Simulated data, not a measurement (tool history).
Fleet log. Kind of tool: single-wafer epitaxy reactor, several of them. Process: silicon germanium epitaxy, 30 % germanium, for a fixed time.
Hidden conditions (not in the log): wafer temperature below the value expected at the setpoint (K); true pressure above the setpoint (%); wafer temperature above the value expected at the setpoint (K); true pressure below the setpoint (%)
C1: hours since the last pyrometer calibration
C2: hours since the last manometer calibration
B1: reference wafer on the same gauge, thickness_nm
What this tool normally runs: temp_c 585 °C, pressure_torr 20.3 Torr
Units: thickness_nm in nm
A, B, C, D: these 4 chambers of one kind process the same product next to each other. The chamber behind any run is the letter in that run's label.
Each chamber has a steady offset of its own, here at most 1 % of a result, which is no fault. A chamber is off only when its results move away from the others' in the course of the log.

Run 1C, hour 4.6: usual settings; C1 2245.9; C2 799.6; B1 44.398. Result: thickness_nm 45.128 nm.
Run 2D, hour 7.8: usual settings; C1 730.0; C2 117.3; B1 44.407. Result: thickness_nm 44.615 nm.
Run 3A, hour 10.4: usual settings; C1 291.5; C2 1177.7; B1 44.410. Result: thickness_nm 44.565 nm.
Run 4B, hour 14.1: usual settings; C1 2673.4; C2 1662.0; B1 44.403. Result: thickness_nm 44.775 nm.
Run 5A, hour 18.0: usual settings; C1 299.1; C2 1185.3; B1 44.395. Result: thickness_nm 44.475 nm.
Run 6B, hour 21.2: usual settings; C1 2680.5; C2 1669.1; B1 44.406. Result: thickness_nm 44.605 nm.
Run 7D, hour 24.7: usual settings but pressure_torr 17.1 Torr; C1 746.9; C2 134.2; B1 44.408. Result: thickness_nm 41.765 nm.
Run 8C, hour 28.3: usual settings but pressure_torr 17.1 Torr; C1 2269.6; C2 823.3; B1 44.407. Result: thickness_nm 42.008 nm.
Run 9C, hour 32.7: usual settings but pressure_torr 17.1 Torr; C1 2274.0; C2 827.7; B1 44.401. Result: thickness_nm 42.179 nm.
Run 10D, hour 36.1: usual settings but pressure_torr 17.1 Torr; C1 758.3; C2 145.6; B1 44.377. Result: thickness_nm 41.710 nm.
Run 11A, hour 39.2: usual settings; C1 320.3; C2 1206.5; B1 44.391. Result: thickness_nm 44.678 nm.
Run 12B, hour 41.5: usual settings; C1 2700.8; C2 1689.4; B1 44.402. Result: thickness_nm 44.773 nm.
Run 13D, hour 45.1: usual settings but temp_c 599 °C, pressure_torr 16.4 Torr; C1 767.3; C2 154.6; B1 44.373. Result: thickness_nm 52.886 nm.
Run 14B, hour 48.8: usual settings but temp_c 599 °C, pressure_torr 16.4 Torr; C1 2708.1; C2 1696.7; B1 44.395. Result: thickness_nm 53.184 nm.
Run 15A, hour 53.2: usual settings but temp_c 599 °C, pressure_torr 16.4 Torr; C1 334.3; C2 1220.5; B1 44.381. Result: thickness_nm 53.716 nm.
Run 16C, hour 55.8: usual settings but temp_c 599 °C, pressure_torr 16.4 Torr; C1 2297.1; C2 850.8; B1 44.387. Result: thickness_nm 53.546 nm.
Run 17A, hour 60.1: usual settings; C1 341.2; C2 1227.4; B1 44.412. Result: thickness_nm 44.530 nm.
Run 18B, hour 63.2: usual settings; C1 2722.5; C2 1711.1; B1 44.372. Result: thickness_nm 44.556 nm.
At hour 66.3: chamber B: pyrometer calibrated.
Run 19D, hour 66.4: usual settings but pressure_torr 24.4 Torr; C1 788.6; C2 175.9; B1 44.390. Result: thickness_nm 48.116 nm.
Run 20C, hour 68.5: usual settings but pressure_torr 24.4 Torr; C1 2309.8; C2 863.5; B1 44.409. Result: thickness_nm 48.445 nm.
Run 21A, hour 72.5: usual settings but pressure_torr 24.4 Torr; C1 353.6; C2 1239.8; B1 44.416. Result: thickness_nm 47.956 nm.
Run 22D, hour 76.9: usual settings but pressure_torr 24.4 Torr; C1 799.1; C2 186.4; B1 44.371. Result: thickness_nm 48.314 nm.
Run 23C, hour 80.6: usual settings; C1 2321.9; C2 875.6; B1 44.403. Result: thickness_nm 44.960 nm.
Run 24B, hour 84.7: usual settings but temp_c 573 °C, pressure_torr 18.7 Torr; C1 18.4; C2 1732.6; B1 44.377. Result: thickness_nm 34.250 nm.
Run 25C, hour 87.9: usual settings but temp_c 573 °C, pressure_torr 18.7 Torr; C1 2329.2; C2 882.9; B1 44.397. Result: thickness_nm 34.689 nm.
Run 26A, hour 92.4: usual settings but temp_c 573 °C, pressure_torr 18.7 Torr; C1 373.5; C2 1259.7; B1 44.387. Result: thickness_nm 34.149 nm.
Run 27D, hour 94.7: usual settings but temp_c 573 °C, pressure_torr 18.7 Torr; C1 816.9; C2 204.2; B1 44.403. Result: thickness_nm 34.440 nm.
Run 28B, hour 99.0: usual settings; C1 32.7; C2 1746.9; B1 44.401. Result: thickness_nm 44.726 nm.
Run 29C, hour 102.5: usual settings; C1 2343.8; C2 897.5; B1 44.395. Result: thickness_nm 44.984 nm.
Run 30B, hour 106.3: usual settings; C1 40.0; C2 1754.2; B1 44.405. Result: thickness_nm 44.583 nm.
Run 31A, hour 109.1: usual settings; C1 390.2; C2 1276.4; B1 44.402. Result: thickness_nm 44.514 nm.
Run 32D, hour 112.6: usual settings; C1 834.8; C2 222.1; B1 44.389. Result: thickness_nm 44.765 nm.
Run 33D, hour 116.0: usual settings; C1 838.2; C2 225.5; B1 44.410. Result: thickness_nm 44.829 nm.
Run 34C, hour 119.5: usual settings; C1 2360.8; C2 914.5; B1 44.396. Result: thickness_nm 45.022 nm.
Run 35A, hour 123.0: usual settings; C1 404.1; C2 1290.3; B1 44.381. Result: thickness_nm 44.652 nm.
Run 36B, hour 125.3: usual settings; C1 59.0; C2 1773.2; B1 44.393. Result: thickness_nm 44.656 nm.
Run 37C, hour 130.1: usual settings; C1 2371.4; C2 925.1; B1 44.400. Result: thickness_nm 45.140 nm.
Run 38D, hour 132.2: usual settings; C1 854.4; C2 241.7; B1 44.370. Result: thickness_nm 44.702 nm.
Run 39A, hour 135.7: usual settings but temp_c 573 °C, pressure_torr 22.7 Torr; C1 416.8; C2 1303.0; B1 44.398. Result: thickness_nm 36.870 nm.
Run 40B, hour 139.5: usual settings but temp_c 573 °C, pressure_torr 22.7 Torr; C1 73.2; C2 1787.4; B1 44.401. Result: thickness_nm 37.122 nm.
Run 41D, hour 141.8: usual settings but temp_c 573 °C, pressure_torr 22.7 Torr; C1 864.0; C2 251.3; B1 44.411. Result: thickness_nm 37.248 nm.

For the next run the whole fleet of 4 chambers uses the same settings. Give each chamber's results:
Run 42A, hour 145.2: usual settings but pressure_torr 22.0 Torr. Result: thickness_nm ?.
Run 42B, hour 145.2: usual settings but pressure_torr 22.0 Torr. Result: thickness_nm ?.
Run 42C, hour 145.2: usual settings but pressure_torr 22.0 Torr. Result: thickness_nm ?.
Run 42D, hour 145.2: usual settings but pressure_torr 22.0 Torr. Result: thickness_nm ?.

run  thickness_nm
42A        46.051
42B        46.327
42C        46.584
42D        46.089
